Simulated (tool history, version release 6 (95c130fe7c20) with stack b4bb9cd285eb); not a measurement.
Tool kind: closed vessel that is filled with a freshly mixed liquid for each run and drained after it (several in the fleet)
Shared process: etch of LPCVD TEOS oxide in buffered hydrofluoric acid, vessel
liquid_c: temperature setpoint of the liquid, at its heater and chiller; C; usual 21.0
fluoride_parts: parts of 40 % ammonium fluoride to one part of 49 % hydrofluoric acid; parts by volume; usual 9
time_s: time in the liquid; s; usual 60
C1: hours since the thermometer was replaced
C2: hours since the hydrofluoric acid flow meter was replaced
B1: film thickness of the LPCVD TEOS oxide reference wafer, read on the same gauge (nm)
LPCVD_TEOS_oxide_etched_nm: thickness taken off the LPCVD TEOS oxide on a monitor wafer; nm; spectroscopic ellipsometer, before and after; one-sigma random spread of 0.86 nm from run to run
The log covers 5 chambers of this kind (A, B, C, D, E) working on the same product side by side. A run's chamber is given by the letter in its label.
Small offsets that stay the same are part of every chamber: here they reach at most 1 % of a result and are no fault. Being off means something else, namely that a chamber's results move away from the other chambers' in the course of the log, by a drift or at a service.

Run 1A, hour 8.5: usual settings; C1 508.9; C2 242.2; B1 40.057. Result: LPCVD_TEOS_oxide_etched_nm 107.040 nm.
Run 2C, hour 13.5: usual settings; C1 666.6; C2 765.7; B1 40.032. Result: LPCVD_TEOS_oxide_etched_nm 105.040 nm.
Run 3E, hour 21.9: usual settings; C1 495.0; C2 205.5; B1 40.013. Result: LPCVD_TEOS_oxide_etched_nm 106.480 nm.
Run 4D, hour 29.3: usual settings; C1 696.5; C2 1737.4; B1 39.963. Result: LPCVD_TEOS_oxide_etched_nm 105.060 nm.
Run 5B, hour 38.7: usual settings; C1 91.9; C2 947.8; B1 40.039. Result: LPCVD_TEOS_oxide_etched_nm 106.720 nm.
Run 6C, hour 47.2: usual settings; C1 700.3; C2 799.4; B1 39.969. Result: LPCVD_TEOS_oxide_etched_nm 105.270 nm.
At hour 48.3: chamber D: hydrofluoric acid flow meter replaced.
Run 7B, hour 53.7: usual settings; C1 106.9; C2 962.8; B1 40.033. Result: LPCVD_TEOS_oxide_etched_nm 106.160 nm.
At hour 57.2: chamber B: hydrofluoric acid flow meter replaced.
Run 8D, hour 61.4: usual settings; C1 728.6; C2 13.1; B1 39.968. Result: LPCVD_TEOS_oxide_etched_nm 104.500 nm.
Run 9A, hour 69.8: usual settings; C1 570.2; C2 303.5; B1 39.994. Result: LPCVD_TEOS_oxide_etched_nm 103.440 nm.
Run 10E, hour 79.8: usual settings; C1 552.9; C2 263.4; B1 40.038. Result: LPCVD_TEOS_oxide_etched_nm 106.490 nm.
At hour 80.2: chamber C: hydrofluoric acid flow meter replaced.
Run 11E, hour 88.0: usual settings; C1 561.1; C2 271.6; B1 39.968. Result: LPCVD_TEOS_oxide_etched_nm 105.260 nm.
At hour 89.3: chamber C: thermometer replaced.
Run 12C, hour 93.0: usual settings but liquid_c 24.5 C, time_s 95 s; C1 3.7; C2 12.9; B1 40.028. Result: LPCVD_TEOS_oxide_etched_nm 205.050 nm.
Run 13B, hour 99.1: usual settings but liquid_c 24.5 C, time_s 95 s; C1 152.3; C2 42.0; B1 39.984. Result: LPCVD_TEOS_oxide_etched_nm 202.090 nm.
Run 14A, hour 104.8: usual settings but liquid_c 24.5 C, time_s 95 s; C1 605.2; C2 338.5; B1 40.001. Result: LPCVD_TEOS_oxide_etched_nm 196.300 nm.
Run 15D, hour 111.1: usual settings but liquid_c 24.5 C, time_s 95 s; C1 778.3; C2 62.8; B1 40.028. Result: LPCVD_TEOS_oxide_etched_nm 201.830 nm.
Run 16B, hour 118.2: usual settings but liquid_c 24.5 C, time_s 95 s; C1 171.4; C2 61.1; B1 40.014. Result: LPCVD_TEOS_oxide_etched_nm 205.940 nm.
Run 17D, hour 127.3: usual settings; C1 794.5; C2 79.0; B1 40.008. Result: LPCVD_TEOS_oxide_etched_nm 102.740 nm.
Run 18C, hour 132.1: usual settings; C1 42.8; C2 52.0; B1 39.981. Result: LPCVD_TEOS_oxide_etched_nm 106.450 nm.
Run 19E, hour 136.5: usual settings; C1 609.6; C2 320.1; B1 40.008. Result: LPCVD_TEOS_oxide_etched_nm 104.630 nm.
Run 20A, hour 145.1: usual settings; C1 645.5; C2 378.8; B1 40.006. Result: LPCVD_TEOS_oxide_etched_nm 100.280 nm.
Run 21E, hour 149.8: usual settings; C1 622.9; C2 333.4; B1 39.957. Result: LPCVD_TEOS_oxide_etched_nm 104.370 nm.
Run 22D, hour 159.9: usual settings; C1 827.1; C2 111.6; B1 39.993. Result: LPCVD_TEOS_oxide_etched_nm 104.980 nm.
Run 23A, hour 168.4: usual settings; C1 668.8; C2 402.1; B1 40.039. Result: LPCVD_TEOS_oxide_etched_nm 99.853 nm.
Run 24B, hour 173.1: usual settings; C1 226.3; C2 116.0; B1 39.988. Result: LPCVD_TEOS_oxide_etched_nm 106.580 nm.
Run 25C, hour 180.8: usual settings but liquid_c 18.5 C; C1 91.5; C2 100.7; B1 40.047. Result: LPCVD_TEOS_oxide_etched_nm 92.258 nm.
Run 26B, hour 186.2: usual settings but liquid_c 18.5 C; C1 239.4; C2 129.1; B1 39.997. Result: LPCVD_TEOS_oxide_etched_nm 93.099 nm.
Run 27C, hour 194.5: usual settings but liquid_c 18.5 C; C1 105.2; C2 114.4; B1 39.980. Result: LPCVD_TEOS_oxide_etched_nm 93.225 nm.
Run 28D, hour 200.6: usual settings but liquid_c 18.5 C; C1 867.8; C2 152.3; B1 39.984. Result: LPCVD_TEOS_oxide_etched_nm 91.434 nm.
Run 29A, hour 208.1: usual settings but liquid_c 18.5 C; C1 708.5; C2 441.8; B1 39.985. Result: LPCVD_TEOS_oxide_etched_nm 84.779 nm.
Run 30E, hour 214.0: usual settings but fluoride_parts 12 parts by volume; C1 687.1; C2 397.6; B1 40.001. Result: LPCVD_TEOS_oxide_etched_nm 81.315 nm.

Which is it: a chamber that has drifted or been left off by a service, a gauge drift common to all chambers, or only each chamber's usual small offset? If a chamber is off, name it and its likeliest cause.

Little by little, chamber A moves away from the other chambers.
Cause: liquid colder than its thermometer reads (K) = 1.34.
With only this log, it may be confused with: hydrofluoric acid flow below the setpoint (%).

Which of the 4 candidates below, each the usual settings with something changed and its results left as question marks, puts chamber A back in line with what the other chambers give on the usual settings?
To be in line, a result may differ from the other chambers' mean on the usual settings by at most: LPCVD_TEOS_oxide_etched_nm 3.000 nm
Run 31A-1, hour 221.3: usual settings but time_s 55 s. Result: LPCVD_TEOS_oxide_etched_nm ?.
Run 31A-2, hour 221.3: usual settings but time_s 65 s. Result: LPCVD_TEOS_oxide_etched_nm ?.
Run 31A-3, hour 221.3: usual settings but fluoride_parts 9.5 parts by volume. Result: LPCVD_TEOS_oxide_etched_nm ?.
Run 31A-4, hour 221.3: usual settings but liquid_c 21.5 C. Result: LPCVD_TEOS_oxide_etched_nm ?.

The other chambers' mean on the usual settings: LPCVD_TEOS_oxide_etched_nm 105.630 nm
  run  LPCVD_TEOS_oxide_etched_nm
31A-1                      89.267
31A-2                     105.500
31A-3                      94.177
31A-4                     100.090
Change 31A-2 lands the chamber within the allowed miss of the other chambers.
